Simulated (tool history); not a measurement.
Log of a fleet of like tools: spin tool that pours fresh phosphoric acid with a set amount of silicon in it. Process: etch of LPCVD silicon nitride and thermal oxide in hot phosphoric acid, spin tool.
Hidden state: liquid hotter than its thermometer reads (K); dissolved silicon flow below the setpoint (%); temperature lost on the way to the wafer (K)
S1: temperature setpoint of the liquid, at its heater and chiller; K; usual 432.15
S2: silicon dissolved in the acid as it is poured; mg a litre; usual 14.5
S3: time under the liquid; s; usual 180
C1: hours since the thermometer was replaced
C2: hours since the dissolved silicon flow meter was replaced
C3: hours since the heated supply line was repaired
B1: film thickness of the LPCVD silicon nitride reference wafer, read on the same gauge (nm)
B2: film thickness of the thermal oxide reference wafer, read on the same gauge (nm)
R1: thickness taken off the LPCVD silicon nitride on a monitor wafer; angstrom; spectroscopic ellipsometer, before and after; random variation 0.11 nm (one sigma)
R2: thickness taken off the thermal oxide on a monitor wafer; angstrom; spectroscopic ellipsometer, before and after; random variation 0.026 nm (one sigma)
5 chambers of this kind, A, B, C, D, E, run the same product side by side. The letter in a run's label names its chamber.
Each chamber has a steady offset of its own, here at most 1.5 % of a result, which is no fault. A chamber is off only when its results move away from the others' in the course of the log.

run   hour      S1    S2   S3      C1      C2      C3      B1      B2       R1      R2
 1E    9.3  432.15  14.5  180  1405.0   680.6  1254.9  139.99  110.00  154.800  3.3974
 2D   20.8  432.15  14.5  180   164.6   714.2    77.5  140.01  109.97  153.810  3.2998
 3A   30.8  432.15  14.5  180   286.2   780.5   327.0  140.03  109.96  155.420  3.1241
 4B   36.4  432.15  14.5  180  1080.3    94.0  1091.0  139.99  109.96  154.440  3.4632
 5C   45.2  432.15  14.5  180   906.6   474.0  2016.3  139.98  109.97  152.730  3.6935
 6E   55.4  433.65  19.5  180  1451.1   726.7  1301.0  140.00  109.94  160.480  3.3371
 7B   66.7  433.65  19.5  180  1110.6   124.3  1121.3  139.98  110.00  161.570  2.9614
 8A   75.9  433.65  19.5  180   331.3   825.6   372.1  140.00  110.01  164.180  3.6053
 9D   86.1  433.65  19.5  180   229.9   779.5   142.8  139.99  110.00  161.370  3.3231
10C   92.9  433.65  19.5  180   954.3   521.7  2064.0  140.00  109.99  161.770  3.6593
11C  101.1  432.15  14.5  180   962.5   529.9  2072.2  139.99  110.00  153.840  3.3969
12B  111.1  432.15  14.5  180  1155.0   168.7  1165.7  139.97  109.97  155.270  3.1389
     114.7  -- chamber C: dissolved silicon flow meter replaced
13E  120.6  429.65  14.5  180  1516.3   791.9  1366.2  139.99  110.03  142.770  2.7360
     122.6  -- chamber B: heated supply line repaired
14D  129.4  429.65  14.5  180   273.2   822.8   186.1  140.01  110.01  142.320  2.2706
15A  137.1  429.65  14.5  180   392.5   886.8   433.3  139.99  110.03  143.640  2.7242
16B  144.0  429.65  14.5  180  1187.9   201.6    21.4  140.00  109.95  141.110  2.6939
17C  154.3  429.65  14.5  180  1015.7    39.6  2125.4  139.98  109.98  141.620  3.0057
18E  159.3  432.15  14.5   85  1555.0   830.6  1404.9  139.99  109.97   72.668  1.5501
19D  169.5  432.15  14.5   85   313.3   862.9   226.2  140.00  110.02   72.205  1.6090
20A  179.3  432.15  14.5   85   434.7   929.0   475.5  140.00  110.04   74.195  1.6185
     183.1  -- chamber C: heated supply line repaired
21D  186.9  432.15  14.5   85   330.7   880.3   243.6  139.99  110.00   72.125  1.4476
22B  195.4  432.15  14.5   85  1239.3   253.0    72.8  140.00  110.00   73.381  1.3643
23A  201.7  432.15  14.5  180   457.1   951.4   497.9  140.01  109.98  155.430  3.4802
24E  210.8  432.15  14.5  180  1606.5   882.1  1456.4  139.99  110.01  154.930  3.1457
25C  216.8  432.15  14.5  180  1078.2   102.1    33.8  140.03  110.06  154.060  3.1608
26A  224.1  432.15  14.5  180   479.5   973.8   520.3  140.01  109.99  155.150  3.2117
27C  231.2  432.15  14.5  180  1092.6   116.5    48.2  139.99  110.01  155.290  3.1308
28E  241.4  432.15  14.5  180  1637.1   912.7  1487.0  139.98  110.01  154.340  3.3387
29B  250.5  432.15  14.5  180  1294.4   308.1   127.9  140.00  109.98  154.790  3.2163
30D  257.2  432.15  14.5  180   401.0   950.6   313.9  140.00  109.99  155.340  3.5623
31B  265.4  432.15  14.5  180  1309.3   323.0   142.8  140.00  109.97  155.430  3.3652
32A  270.6  432.15  14.5  180   526.0  1020.3   566.8  140.01  110.01  156.390  3.5710
33E  275.9  429.65  14.5  180  1671.6   947.2  1521.5  139.99  109.99  141.170  2.8860
34D  286.4  429.65  14.5  180   430.2   979.8   343.1  140.00  110.03  140.700  2.8179
35C  295.5  429.65  14.5  180  1156.9   180.8   112.5  140.00  110.00  142.770  2.9490
36A  302.8  429.65  14.5  180   558.2  1052.5   599.0  140.02  110.03  142.970  2.6040
37B  312.2  429.65  14.5  180  1356.1   369.8   189.6  140.02  110.06  141.260  2.5363
38C  322.5  432.15  21.5  180  1183.9   207.8   139.5  140.01  109.97  155.420  2.9422

All 5 chambers run these settings next. Forecast each chamber's results:
39A  330.7  432.15  14.5  80                       ?   ?
39B  330.7  432.15  14.5  80                       ?   ?
39C  330.7  432.15  14.5  80                       ?   ?
39D  330.7  432.15  14.5  80                       ?   ?
39E  330.7  432.15  14.5  80                       ?   ?

run      R1      R2
39A  68.466  1.2663
39B  68.592  1.6425
39C  68.867  1.6600
39D  68.414  1.4872
39E  68.056  1.6117
